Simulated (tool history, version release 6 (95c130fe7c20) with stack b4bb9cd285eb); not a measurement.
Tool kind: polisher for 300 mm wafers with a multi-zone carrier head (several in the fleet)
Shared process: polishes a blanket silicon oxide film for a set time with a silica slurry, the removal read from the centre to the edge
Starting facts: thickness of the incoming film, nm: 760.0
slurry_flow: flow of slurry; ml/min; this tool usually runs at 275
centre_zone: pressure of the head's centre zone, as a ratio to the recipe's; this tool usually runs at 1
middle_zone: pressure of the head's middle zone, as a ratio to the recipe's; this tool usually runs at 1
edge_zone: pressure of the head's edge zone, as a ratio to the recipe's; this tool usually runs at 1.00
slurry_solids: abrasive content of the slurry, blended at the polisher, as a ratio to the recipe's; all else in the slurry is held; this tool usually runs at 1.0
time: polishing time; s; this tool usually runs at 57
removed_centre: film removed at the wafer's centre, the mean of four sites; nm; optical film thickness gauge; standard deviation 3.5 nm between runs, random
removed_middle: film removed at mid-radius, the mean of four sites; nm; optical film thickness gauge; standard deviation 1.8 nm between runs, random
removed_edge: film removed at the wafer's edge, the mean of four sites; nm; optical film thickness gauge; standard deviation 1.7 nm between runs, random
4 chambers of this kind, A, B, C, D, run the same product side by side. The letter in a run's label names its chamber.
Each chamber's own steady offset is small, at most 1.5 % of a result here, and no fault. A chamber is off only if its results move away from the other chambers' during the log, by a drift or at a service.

run,hour,slurry_flow,centre_zone,middle_zone,edge_zone,slurry_solids,time,wafers polished on this pad,hours since the slurry nozzle was cleaned,hours since the centre zone pressure was calibrated,hours since the edge zone pressure was calibrated,removed_centre,removed_middle,removed_edge
# hour 4.7: chamber D: worn pad replaced by a new one
1C,9.8,275,1,1,1.00,1.0,57,878,482.0,722.8,225.2,260.79,263.40,258.65
2B,19.7,275,1,1,1.00,1.0,57,631,672.0,614.0,677.0,252.53,256.61,256.19
# hour 29.0: chamber B: worn pad replaced by a new one
3D,33.2,275,1,1,1.00,1.0,57,415,185.6,541.6,282.6,252.89,260.66,256.46
# hour 36.7: chamber C: worn pad replaced by a new one
# hour 38.7: chamber A: worn pad replaced by a new one
4A,42.0,275,1,1,1.00,1.0,57,48,298.4,515.3,541.8,256.41,259.45,261.31
5B,49.4,275,1,1,1.00,1.0,57,298,701.7,643.7,706.7,261.63,258.19,256.67
# hour 55.2: chamber D: worn pad replaced by a new one
# hour 55.5: chamber B: slurry nozzle cleaned
6C,56.1,275,1,1,1.00,1.0,57,283,528.3,769.1,271.5,257.73,261.04,259.55
7D,66.1,275,1,1,1.00,1.2,42,159,218.5,574.5,315.5,204.39,207.48,204.54
8A,73.9,275,1,1,1.00,1.2,42,512,330.3,547.2,573.7,201.29,207.86,204.44
# hour 79.0: chamber A: centre zone pressure recalibrated
# hour 83.8: chamber B: worn pad replaced by a new one
9D,86.2,275,1,1,1.00,1.2,42,452,238.6,594.6,335.6,202.78,207.20,203.71
10B,93.7,275,1,1,1.00,1.2,42,145,38.3,688.0,751.0,206.29,207.68,203.44
11C,103.7,275,1,1,1.00,1.0,57,976,575.9,816.7,319.1,257.23,259.20,258.07
# hour 113.1: chamber D: worn pad replaced by a new one
12A,114.6,275,1,1,1.00,1.0,57,1105,371.0,35.7,614.4,258.72,261.05,257.60
13B,127.8,275,1,1,1.00,1.0,57,642,72.4,722.1,785.1,262.58,255.76,256.33
# hour 134.5: chamber A: worn pad replaced by a new one
# hour 137.5: chamber B: worn pad replaced by a new one
14C,138.3,275,1,1,1.00,1.0,57,1480,610.5,851.3,353.7,258.11,261.78,259.47
# hour 144.3: chamber C: worn pad replaced by a new one
15D,151.5,275,1,1,1.00,1.0,57,560,303.9,659.9,400.9,254.93,259.38,253.56
16A,158.1,275,1,1,1.00,1.0,57,345,414.5,79.2,657.9,252.75,258.96,256.63
# hour 164.3: chamber D: worn pad replaced by a new one
17C,166.2,275,1,1,1.00,1.0,57,320,638.4,879.2,381.6,253.92,261.33,261.00
18B,173.5,275,1,1,1.00,1.0,57,524,118.1,767.8,830.8,264.47,261.55,259.40
# hour 173.6: chamber A: edge zone pressure recalibrated
19D,182.1,275,1,1,1.00,1.0,57,259,334.5,690.5,431.5,255.42,259.40,254.79
20A,192.7,275,1,1,1.00,1.0,57,849,449.1,113.8,19.1,257.08,257.51,257.83
# hour 193.5: chamber B: worn pad replaced by a new one
21B,198.9,275,1,1,1.00,1.0,57,78,143.5,793.2,856.2,257.29,257.86,254.55
22A,207.9,275,1,1,1.00,1.0,57,1070,464.3,129.0,34.3,255.71,260.75,255.93
23D,215.8,275,1,1,1.00,1.0,57,750,368.2,724.2,465.2,258.65,258.71,260.52
# hour 226.3: chamber D: worn pad replaced by a new one
24C,228.4,275,1,1,1.00,1.0,57,1226,700.6,941.4,443.8,259.86,259.79,256.42
# hour 240.9: chamber A: worn pad replaced by a new one
25A,241.0,275,1,1,1.00,1.0,57,1,497.4,162.1,67.4,254.37,261.62,258.04
# hour 242.5: chamber C: worn pad replaced by a new one
# hour 242.6: chamber B: edge zone pressure recalibrated
26B,253.1,275,1,1,1.00,1.0,57,868,197.7,847.4,10.6,258.88,257.72,253.64
27D,261.9,275,1,1,1.00,1.0,57,519,414.3,770.3,511.3,250.40,256.61,257.77
28C,275.1,275,1,1,1.00,1.0,57,475,747.3,988.1,490.5,254.32,261.24,258.10

For the next run the whole fleet of 4 chambers uses the same settings. Give each chamber's results:
29A,285.2,275,1,1,1.11,1.0,57,,,,,?,?,?
29B,285.2,275,1,1,1.11,1.0,57,,,,,?,?,?
29C,285.2,275,1,1,1.11,1.0,57,,,,,?,?,?
29D,285.2,275,1,1,1.11,1.0,57,,,,,?,?,?

run,removed_centre,removed_middle,removed_edge
29A,254.79,255.41,273.99
29B,260.85,260.15,271.60
29C,255.67,258.81,272.48
29D,257.16,259.90,272.04
